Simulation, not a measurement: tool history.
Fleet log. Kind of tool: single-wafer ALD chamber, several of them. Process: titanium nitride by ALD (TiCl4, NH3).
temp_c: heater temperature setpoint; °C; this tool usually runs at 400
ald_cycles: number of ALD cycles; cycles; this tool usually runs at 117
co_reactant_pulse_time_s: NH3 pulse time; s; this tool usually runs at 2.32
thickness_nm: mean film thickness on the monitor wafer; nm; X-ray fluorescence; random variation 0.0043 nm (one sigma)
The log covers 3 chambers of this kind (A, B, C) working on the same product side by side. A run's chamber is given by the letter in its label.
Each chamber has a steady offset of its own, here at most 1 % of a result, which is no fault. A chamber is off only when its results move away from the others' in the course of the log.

run   hour  temp_c  ald_cycles  co_reactant_pulse_time_s  hours since the last thermocouple change  read-back reference wafer on the same gauge, thickness_nm  thickness_nm
 1A    4.8     400         117                      2.32                                     806.2                                                     3.0911        2.5936
 2C    8.2     400         117                      2.32                                     723.4                                                     3.0918        2.5971
 3B   13.2     400         117                      2.32                                    1289.5                                                     3.0917        2.5847
 4B   18.7     400         117                      2.32                                    1295.0                                                     3.0926        2.5808
 5C   21.9     400         117                      2.32                                     737.1                                                     3.0935        2.5980
 6A   25.7     400         117                      2.32                                     827.1                                                     3.0937        2.5872
 7C   30.5     400         117                      2.32                                     745.7                                                     3.0960        2.5976
 8A   33.3     400         117                      2.32                                     834.7                                                     3.0935        2.5921
 9B   38.0     400         117                      2.32                                    1314.3                                                     3.0953        2.5796
10B   41.0     400         117                      2.32                                    1317.3                                                     3.0961        2.5828
11A   43.9     400         109                      1.90                                     845.3                                                     3.0979        2.4002
12C   48.7     400         109                      1.90                                     763.9                                                     3.0960        2.4007
13A   53.9     400         109                      1.90                                     855.3                                                     3.0983        2.4060
14B   58.5     400         117                      2.32                                    1334.8                                                     3.0994        2.5793
15C   61.2     400         117                      2.32                                     776.4                                                     3.0975        2.5977
16B   65.3     400         117                      2.32                                    1341.6                                                     3.1007        2.5842
17C   70.7     400         117                      2.32                                     785.9                                                     3.1009        2.5964
18A   73.3     400         117                      2.32                                     874.7                                                     3.1014        2.5974
19A   76.4     400         117                      2.32                                     877.8                                                     3.1005        2.5999
20C   81.6     400         117                      2.32                                     796.8                                                     3.1018        2.5997
21B   87.4     400         117                      2.32                                    1363.7                                                     3.1023        2.5833
22B   92.3     400         117                      2.32                                    1368.6                                                     3.1026        2.5898
23A   97.0     400         117                      2.32                                     898.4                                                     3.1040        2.6009
24C  102.6     400         117                      2.32                                     817.8                                                     3.1059        2.6029
25A  105.8     400         117                      2.32                                     907.2                                                     3.1060        2.6069
26B  110.2     400         129                      2.32                                    1386.5                                                     3.1070        2.8524
27C  114.9     400         129                      2.32                                     830.1                                                     3.1058        2.8779
28C  117.9     400         129                      2.32                                     833.1                                                     3.1075        2.8794
29A  122.5     400         117                      2.32                                     923.9                                                     3.1073        2.5997
30B  125.9     400         117                      2.32                                    1402.2                                                     3.1080        2.5874
31C  129.5     400         117                      2.32                                     844.7                                                     3.1088        2.6101
32B  132.6     400         117                      2.32                                    1408.9                                                     3.1092        2.5912
33A  138.6     400         117                      2.32                                     940.0                                                     3.1110        2.6104

Decide between three cases: one chamber stands off from its peers, the gauge reading all wafers drifts, or nothing is wrong past each chamber's small offset. Where a chamber is off, say which and what most likely put it there.

The shared gauge is drifting. All chambers look as if they move in step, but none is off.
Most likely cause: gauge reads high (%) = 0.685.
